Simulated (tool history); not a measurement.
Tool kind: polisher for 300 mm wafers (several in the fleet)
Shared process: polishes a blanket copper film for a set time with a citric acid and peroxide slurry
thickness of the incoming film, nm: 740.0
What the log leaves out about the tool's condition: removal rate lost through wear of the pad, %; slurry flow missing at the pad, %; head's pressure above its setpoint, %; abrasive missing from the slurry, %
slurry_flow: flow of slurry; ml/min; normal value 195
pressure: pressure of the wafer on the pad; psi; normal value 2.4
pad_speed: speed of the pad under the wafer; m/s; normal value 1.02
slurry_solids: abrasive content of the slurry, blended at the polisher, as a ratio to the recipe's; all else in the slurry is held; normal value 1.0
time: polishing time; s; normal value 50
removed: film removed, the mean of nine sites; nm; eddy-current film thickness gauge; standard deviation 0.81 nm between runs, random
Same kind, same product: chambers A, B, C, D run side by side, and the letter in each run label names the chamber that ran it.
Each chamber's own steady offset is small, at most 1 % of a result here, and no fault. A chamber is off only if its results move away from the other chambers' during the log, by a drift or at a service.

| run | hour | slurry_flow | pressure | pad_speed | slurry_solids | time | wafers polished on this pad | hours since the slurry nozzle was cleaned | hours since the head pressure was calibrated | hours since the slurry blender was calibrated | removed |
|---|---|---|---|---|---|---|---|---|---|---|---|
|  | 4.5 | chamber C: worn pad replaced by a new one |
| 1C | 7.3 | 195 | 2.4 | 1.02 | 1.0 | 50 | 32 | 383.4 | 43.6 | 319.3 | 97.253 |
| 2A | 12.3 | 195 | 2.4 | 1.02 | 1.0 | 50 | 513 | 316.6 | 144.2 | 110.3 | 96.401 |
|  | 15.2 | chamber D: worn pad replaced by a new one |
|  | 16.8 | chamber B: worn pad replaced by a new one |
| 3B | 21.5 | 195 | 2.4 | 1.02 | 1.0 | 50 | 52 | 226.3 | 267.4 | 31.2 | 94.949 |
| 4D | 28.6 | 195 | 2.4 | 1.02 | 1.0 | 50 | 150 | 595.3 | 207.5 | 143.3 | 95.594 |
|  | 31.6 | chamber A: worn pad replaced by a new one |
| 5B | 35.9 | 195 | 2.4 | 1.02 | 1.0 | 50 | 213 | 240.7 | 281.8 | 45.6 | 93.715 |
| 6D | 41.1 | 195 | 2.4 | 1.02 | 1.0 | 50 | 289 | 607.8 | 220.0 | 155.8 | 96.376 |
| 7A | 47.4 | 195 | 2.4 | 1.02 | 1.0 | 50 | 176 | 351.7 | 179.3 | 145.4 | 94.730 |
|  | 53.2 | chamber C: slurry blender recalibrated |
| 8C | 55.9 | 195 | 2.4 | 1.02 | 1.0 | 50 | 574 | 432.0 | 92.2 | 2.8 | 96.854 |
|  | 58.2 | chamber C: worn pad replaced by a new one |
| 9C | 61.0 | 195 | 2.4 | 1.02 | 1.0 | 50 | 31 | 437.1 | 97.3 | 7.9 | 96.323 |
| 10D | 66.7 | 195 | 1.7 | 1.02 | 1.0 | 50 | 575 | 633.4 | 245.6 | 181.4 | 68.731 |
|  | 68.5 | chamber B: worn pad replaced by a new one |
| 11B | 73.6 | 195 | 1.7 | 1.02 | 1.0 | 50 | 57 | 278.4 | 319.5 | 83.3 | 67.890 |
| 12A | 81.2 | 195 | 1.7 | 1.02 | 1.0 | 50 | 553 | 385.5 | 213.1 | 179.2 | 69.668 |
|  | 87.3 | chamber B: slurry blender recalibrated |
| 13A | 88.7 | 195 | 1.7 | 1.02 | 1.0 | 50 | 637 | 393.0 | 220.6 | 186.7 | 68.397 |
| 14B | 93.5 | 195 | 2.4 | 1.02 | 1.0 | 50 | 280 | 298.3 | 339.4 | 6.3 | 95.078 |
|  | 101.9 | chamber A: worn pad replaced by a new one |
| 15C | 103.1 | 195 | 2.4 | 1.02 | 1.0 | 50 | 501 | 479.2 | 139.4 | 50.0 | 95.902 |
| 16D | 107.8 | 195 | 2.4 | 1.02 | 1.0 | 50 | 1034 | 674.5 | 286.7 | 222.5 | 94.558 |
| 17D | 114.0 | 195 | 2.4 | 1.02 | 1.0 | 50 | 1103 | 680.7 | 292.9 | 228.7 | 97.734 |
| 18A | 120.2 | 195 | 2.4 | 1.02 | 1.0 | 50 | 204 | 424.5 | 252.1 | 218.2 | 96.202 |
|  | 121.3 | chamber C: worn pad replaced by a new one |
|  | 129.5 | chamber B: worn pad replaced by a new one |
| 19C | 129.8 | 195 | 2.4 | 1.02 | 1.0 | 50 | 95 | 505.9 | 166.1 | 76.7 | 97.309 |
|  | 132.4 | chamber D: worn pad replaced by a new one |
| 20B | 139.5 | 195 | 2.4 | 1.02 | 1.0 | 50 | 112 | 344.3 | 385.4 | 52.3 | 95.052 |
|  | 145.7 | chamber D: slurry blender recalibrated |
| 21B | 149.0 | 195 | 2.4 | 1.02 | 1.0 | 50 | 218 | 353.8 | 394.9 | 61.8 | 94.466 |
| 22D | 154.0 | 195 | 2.4 | 1.02 | 1.0 | 50 | 241 | 720.7 | 332.9 | 8.4 | 95.508 |
| 23C | 160.3 | 195 | 2.4 | 1.02 | 1.0 | 50 | 435 | 536.4 | 196.6 | 107.2 | 96.086 |
|  | 166.4 | chamber A: worn pad replaced by a new one |
| 24A | 167.6 | 195 | 2.4 | 1.02 | 1.0 | 50 | 14 | 471.9 | 299.5 | 265.6 | 95.292 |
|  | 168.3 | chamber A: slurry blender recalibrated |
| 25C | 174.8 | 195 | 2.4 | 1.02 | 1.0 | 50 | 597 | 550.9 | 211.1 | 121.7 | 95.877 |
|  | 176.0 | chamber A: slurry nozzle cleaned |
|  | 176.9 | chamber C: worn pad replaced by a new one |
| 26A | 180.5 | 195 | 2.4 | 1.02 | 1.0 | 50 | 157 | 4.5 | 312.4 | 12.3 | 95.911 |
|  | 187.0 | chamber B: worn pad replaced by a new one |
| 27D | 189.8 | 195 | 2.4 | 1.22 | 1.0 | 50 | 640 | 756.5 | 368.7 | 44.2 | 114.680 |
| 28B | 196.5 | 195 | 2.4 | 1.22 | 1.0 | 50 | 106 | 401.3 | 442.4 | 109.3 | 113.640 |
|  | 196.9 | chamber B: slurry blender recalibrated |
|  | 198.9 | chamber B: slurry nozzle cleaned |
| 29C | 201.0 | 195 | 2.4 | 1.22 | 1.0 | 50 | 269 | 577.1 | 237.3 | 147.9 | 116.540 |
| 30A | 207.8 | 195 | 2.4 | 1.22 | 1.0 | 50 | 462 | 31.8 | 339.7 | 39.6 | 115.650 |
| 31D | 212.7 | 195 | 2.4 | 1.02 | 1.0 | 50 | 896 | 779.4 | 391.6 | 67.1 | 95.693 |
| 32B | 221.9 | 195 | 2.4 | 1.02 | 1.0 | 50 | 389 | 23.1 | 467.8 | 25.0 | 95.258 |
|  | 225.2 | chamber A: worn pad replaced by a new one |
| 33C | 226.5 | 195 | 2.4 | 1.02 | 1.0 | 50 | 553 | 602.6 | 262.8 | 173.4 | 96.357 |
|  | 232.0 | chamber C: worn pad replaced by a new one |
| 34D | 233.8 | 195 | 2.4 | 1.02 | 1.0 | 56 | 1131 | 800.5 | 412.7 | 88.2 | 108.270 |
|  | 238.5 | chamber B: worn pad replaced by a new one |
| 35A | 240.1 | 195 | 2.4 | 1.02 | 1.0 | 56 | 167 | 64.1 | 372.0 | 71.9 | 108.420 |
| 36B | 245.9 | 195 | 2.4 | 1.02 | 1.0 | 56 | 82 | 47.1 | 491.8 | 49.0 | 106.090 |
|  | 250.4 | chamber D: worn pad replaced by a new one |
| 37C | 254.1 | 195 | 2.4 | 1.02 | 1.0 | 56 | 247 | 630.2 | 290.4 | 201.0 | 109.970 |
| 38B | 260.6 | 195 | 2.4 | 1.02 | 1.0 | 50 | 246 | 61.8 | 506.5 | 63.7 | 95.306 |
| 39A | 267.9 | 195 | 2.4 | 1.02 | 1.0 | 50 | 477 | 91.9 | 399.8 | 99.7 | 94.936 |
| 40D | 276.8 | 195 | 2.4 | 1.02 | 1.0 | 50 | 294 | 843.5 | 455.7 | 131.2 | 96.777 |
| 41A | 282.4 | 195 | 2.4 | 1.02 | 1.0 | 50 | 639 | 106.4 | 414.3 | 114.2 | 96.191 |
| 42B | 291.6 | 195 | 3.1 | 1.02 | 1.2 | 50 | 592 | 92.8 | 537.5 | 94.7 | 127.790 |

Predict what each chamber gives when all 4 of them run the settings below next.
| 43A | 298.6 | 195 | 2.4 | 1.02 | 1.0 | 61 |  |  |  |  | ? |
| 43B | 298.6 | 195 | 2.4 | 1.02 | 1.0 | 61 |  |  |  |  | ? |
| 43C | 298.6 | 195 | 2.4 | 1.02 | 1.0 | 61 |  |  |  |  | ? |
| 43D | 298.6 | 195 | 2.4 | 1.02 | 1.0 | 61 |  |  |  |  | ? |

| run | removed |
|---|---|
| 43A | 118.300 |
| 43B | 117.410 |
| 43C | 118.690 |
| 43D | 119.800 |
